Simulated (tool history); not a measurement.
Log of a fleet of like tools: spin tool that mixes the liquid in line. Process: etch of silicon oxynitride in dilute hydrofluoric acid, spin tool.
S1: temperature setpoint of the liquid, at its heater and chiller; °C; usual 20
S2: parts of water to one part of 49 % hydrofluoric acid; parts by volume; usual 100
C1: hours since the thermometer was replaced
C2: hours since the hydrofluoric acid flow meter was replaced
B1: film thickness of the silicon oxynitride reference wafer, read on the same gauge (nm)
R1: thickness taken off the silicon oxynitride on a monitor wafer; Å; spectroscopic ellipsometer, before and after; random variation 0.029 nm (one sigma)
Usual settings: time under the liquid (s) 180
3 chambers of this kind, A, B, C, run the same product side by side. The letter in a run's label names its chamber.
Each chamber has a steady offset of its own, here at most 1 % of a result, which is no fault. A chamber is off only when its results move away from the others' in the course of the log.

{"run": "1A", "day": 0.283, "S1": 20, "S2": 100, "time under the liquid (s)": 180, "C1": 925.1, "C2": 346.9, "B1": 130.0, "R1": 34.477}
{"run": "2C", "day": 0.621, "S1": 20, "S2": 100, "time under the liquid (s)": 180, "C1": 564.1, "C2": 484.5, "B1": 130.0, "R1": 35.04}
{"run": "3B", "day": 0.829, "S1": 20, "S2": 100, "time under the liquid (s)": 180, "C1": 355.4, "C2": 596.9, "B1": 129.98, "R1": 34.491}
{"run": "4B", "day": 1.121, "S1": 20, "S2": 100, "time under the liquid (s)": 180, "C1": 362.4, "C2": 603.9, "B1": 130.01, "R1": 35.033}
{"run": "5C", "day": 1.408, "S1": 20, "S2": 100, "time under the liquid (s)": 180, "C1": 583.0, "C2": 503.4, "B1": 129.99, "R1": 34.782}
{"run": "6A", "day": 1.617, "S1": 20, "S2": 100, "time under the liquid (s)": 180, "C1": 957.1, "C2": 378.9, "B1": 130.01, "R1": 34.544}
{"run": "7A", "day": 2.008, "S1": 20, "S2": 100, "time under the liquid (s)": 180, "C1": 966.5, "C2": 388.3, "B1": 130.04, "R1": 34.377}
{"run": "8C", "day": 2.358, "S1": 17, "S2": 120, "time under the liquid (s)": 180, "C1": 605.8, "C2": 526.2, "B1": 129.99, "R1": 24.998}
{"run": "9B", "day": 2.708, "S1": 17, "S2": 120, "time under the liquid (s)": 180, "C1": 400.5, "C2": 642.0, "B1": 130.01, "R1": 24.576}
{"run": "10B", "day": 2.967, "S1": 17, "S2": 120, "time under the liquid (s)": 180, "C1": 406.7, "C2": 648.2, "B1": 129.99, "R1": 24.87}
{"run": "11A", "day": 3.208, "S1": 20, "S2": 100, "time under the liquid (s)": 180, "C1": 995.3, "C2": 417.1, "B1": 130.01, "R1": 35.124}
{"run": "12C", "day": 3.421, "S1": 20, "S2": 100, "time under the liquid (s)": 180, "C1": 631.3, "C2": 551.7, "B1": 129.99, "R1": 35.149}
{"run": "13C", "day": 3.812, "S1": 20, "S2": 100, "time under the liquid (s)": 180, "C1": 640.7, "C2": 561.1, "B1": 130.02, "R1": 35.135}
{"run": "14B", "day": 4.029, "S1": 25, "S2": 100, "time under the liquid (s)": 235, "C1": 432.2, "C2": 673.7, "B1": 129.96, "R1": 56.854}
{"run": "15A", "day": 4.317, "S1": 25, "S2": 100, "time under the liquid (s)": 235, "C1": 1021.9, "C2": 443.7, "B1": 130.0, "R1": 58.317}
{"run": "16B", "day": 4.6, "S1": 25, "S2": 100, "time under the liquid (s)": 235, "C1": 445.9, "C2": 687.4, "B1": 130.01, "R1": 57.137}
{"run": "17C", "day": 4.917, "S1": 20, "S2": 100, "time under the liquid (s)": 180, "C1": 667.2, "C2": 587.6, "B1": 129.99, "R1": 34.874}
{"run": "18A", "day": 5.275, "S1": 20, "S2": 65, "time under the liquid (s)": 180, "C1": 1044.9, "C2": 466.7, "B1": 130.02, "R1": 57.309}
{"run": "19A", "day": 5.488, "S1": 20, "S2": 65, "time under the liquid (s)": 180, "C1": 1050.0, "C2": 471.8, "B1": 130.0, "R1": 56.884}
{"run": "20C", "day": 5.733, "S1": 20, "S2": 65, "time under the liquid (s)": 180, "C1": 686.8, "C2": 607.2, "B1": 130.0, "R1": 55.406}
{"run": "21B", "day": 6.079, "S1": 20, "S2": 100, "time under the liquid (s)": 180, "C1": 481.4, "C2": 722.9, "B1": 129.97, "R1": 34.857}
{"run": "22C", "day": 6.346, "S1": 20, "S2": 100, "time under the liquid (s)": 180, "C1": 701.5, "C2": 621.9, "B1": 129.98, "R1": 34.811}
{"run": "23A", "day": 6.65, "S1": 20, "S2": 100, "time under the liquid (s)": 180, "C1": 1077.9, "C2": 499.7, "B1": 130.02, "R1": 36.952}
{"run": "24B", "day": 6.954, "S1": 20, "S2": 100, "time under the liquid (s)": 180, "C1": 502.4, "C2": 743.9, "B1": 129.98, "R1": 34.375}
{"run": "25B", "day": 7.217, "S1": 20, "S2": 100, "time under the liquid (s)": 180, "C1": 508.7, "C2": 750.2, "B1": 130.0, "R1": 34.905}
{"run": "26A", "day": 7.604, "S1": 20, "S2": 100, "time under the liquid (s)": 180, "C1": 1100.8, "C2": 522.6, "B1": 130.01, "R1": 38.017}

All 3 chambers run these settings next. Forecast each chamber's results:
{"run": "27A", "day": 7.896, "S1": 20, "S2": 70, "time under the liquid (s)": 180, "R1": "?"}
{"run": "27B", "day": 7.896, "S1": 20, "S2": 70, "time under the liquid (s)": 180, "R1": "?"}
{"run": "27C", "day": 7.896, "S1": 20, "S2": 70, "time under the liquid (s)": 180, "R1": "?"}

run=27A R1=54.770
run=27B R1=51.233
run=27C R1=51.531

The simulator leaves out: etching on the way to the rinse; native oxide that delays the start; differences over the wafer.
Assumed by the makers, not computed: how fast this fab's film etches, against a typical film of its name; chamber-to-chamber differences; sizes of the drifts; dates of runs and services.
